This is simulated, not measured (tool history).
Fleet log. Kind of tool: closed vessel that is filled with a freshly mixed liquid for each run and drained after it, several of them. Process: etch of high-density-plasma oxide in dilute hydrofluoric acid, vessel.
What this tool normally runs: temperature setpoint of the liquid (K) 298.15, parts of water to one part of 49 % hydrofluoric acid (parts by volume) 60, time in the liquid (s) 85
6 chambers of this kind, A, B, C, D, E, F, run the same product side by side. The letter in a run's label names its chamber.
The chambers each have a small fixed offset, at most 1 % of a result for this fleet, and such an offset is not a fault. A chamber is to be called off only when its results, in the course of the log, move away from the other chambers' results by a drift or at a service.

run	hour	temperature setpoint of the liquid (K)	parts of water to one part of 49 % hydrofluoric acid (parts by volume)	time in the liquid (s)	hours since the thermometer was replaced	hours since the hydrofluoric acid flow meter was replaced	read-back film thickness of the high-density-plasma oxide reference wafer, read on the same gauge (nm)	thickness taken off the high-density-plasma oxide on a monitor wafer (nm)
1B	6.7	298.15	60	85	1391.2	1998.5	129.99	8.9278
2C	13.0	298.15	60	85	665.2	497.0	129.98	9.0680
3F	17.5	298.15	60	85	989.8	1289.5	130.00	9.0595
4E	21.2	298.15	60	85	288.0	263.3	129.99	8.8635
5A	27.1	298.15	50	105	1539.4	1644.5	129.98	13.5970
6D	34.5	298.15	50	105	193.2	403.7	130.00	13.4580
7A	38.3	298.15	50	105	1550.6	1655.7	130.01	13.3900
8F	44.0	298.15	50	105	1016.3	1316.0	130.02	13.6760
9D	49.8	298.15	50	105	208.5	419.0	129.99	13.3720
10C	56.9	298.15	50	105	709.1	540.9	129.97	13.4910
11B	63.1	298.15	60	85	1447.6	2054.9	130.00	8.9701
12E	70.3	298.15	60	85	337.1	312.4	130.00	8.9763
13A	75.8	298.15	60	85	1588.1	1693.2	129.99	9.0610
14F	79.8	298.15	60	85	1052.1	1351.8	129.98	9.0156
15C	87.7	298.15	60	85	739.9	571.7	130.00	9.1105
16D	91.3	298.15	60	110	250.0	460.5	130.02	11.5860
17B	95.6	298.15	60	110	1480.1	2087.4	129.99	11.5200
18E	100.7	298.15	60	110	367.5	342.8	130.02	11.9680
19A	105.9	298.15	60	110	1618.2	1723.3	130.00	11.8010
20E	111.3	298.15	60	110	378.1	353.4	129.98	11.7920
21C	118.8	298.15	60	110	771.0	602.8	130.00	11.7270
22D	126.6	298.15	60	85	285.3	495.8	130.01	9.0921
23B	131.0	298.15	60	85	1515.5	2122.8	130.00	8.7548
24F	135.8	298.15	60	85	1108.1	1407.8	130.01	9.1389
25C	143.7	298.15	60	85	795.9	627.7	129.98	9.1407
26A	148.4	298.15	60	85	1660.7	1765.8	129.99	9.0510
27B	155.2	298.15	60	85	1539.7	2147.0	130.00	8.8503
28E	158.9	298.15	60	85	425.7	401.0	130.00	9.3009
29D	165.5	298.15	60	85	324.2	534.7	130.00	8.9060
30F	173.1	298.15	60	85	1145.4	1445.1	129.98	9.1243
31F	176.6	298.15	60	55	1148.9	1448.6	129.98	5.8423
32D	180.7	298.15	60	55	339.4	549.9	129.98	5.8115
33C	188.1	298.15	60	55	840.3	672.1	129.98	5.8497
34B	195.0	298.15	60	55	1579.5	2186.8	130.03	5.8402
35E	199.1	298.15	60	55	465.9	441.2	130.00	6.1750
36A	207.1	298.15	60	55	1719.4	1824.5	129.99	5.9168
37E	213.2	298.15	60	85	480.0	455.3	129.99	9.4812
38F	219.7	298.15	60	85	1192.0	1491.7	130.01	8.9412

What goes on in this fleet: one chamber off, a drifting gauge, or nothing beyond the chambers' own small offsets? Name the chamber and the cause, if any.

It is chamber E that slowly wanders off from its peers.
Cause: liquid hotter than its thermometer reads (K) = 1.66.
Not necessarily distinguishable in this log from: hydrofluoric acid flow above the setpoint (%).

Chamber E could run next with any of the 4 candidate recipes listed below; each alters the usual settings, and their results appear as question marks. Which one brings its results back in line with what the other chambers deliver on the usual settings?
In line here means within this much of the mean the other chambers give on the usual settings: thickness taken off the high-density-plasma oxide on a monitor wafer (nm) 0.2400
39E-1	225.4	298.15	60	80				?
39E-2	225.4	298.65	60	85				?
39E-3	225.4	297.65	60	85				?
39E-4	225.4	298.15	60	90				?

Average result of the remaining chambers running the usual settings: thickness taken off the high-density-plasma oxide on a monitor wafer (nm) 9.0243
run	thickness taken off the high-density-plasma oxide on a monitor wafer (nm)
39E-1	8.9870
39E-2	9.7410
39E-3	9.3557
39E-4	10.1100
39E-1 puts the chamber back in line with the other chambers.
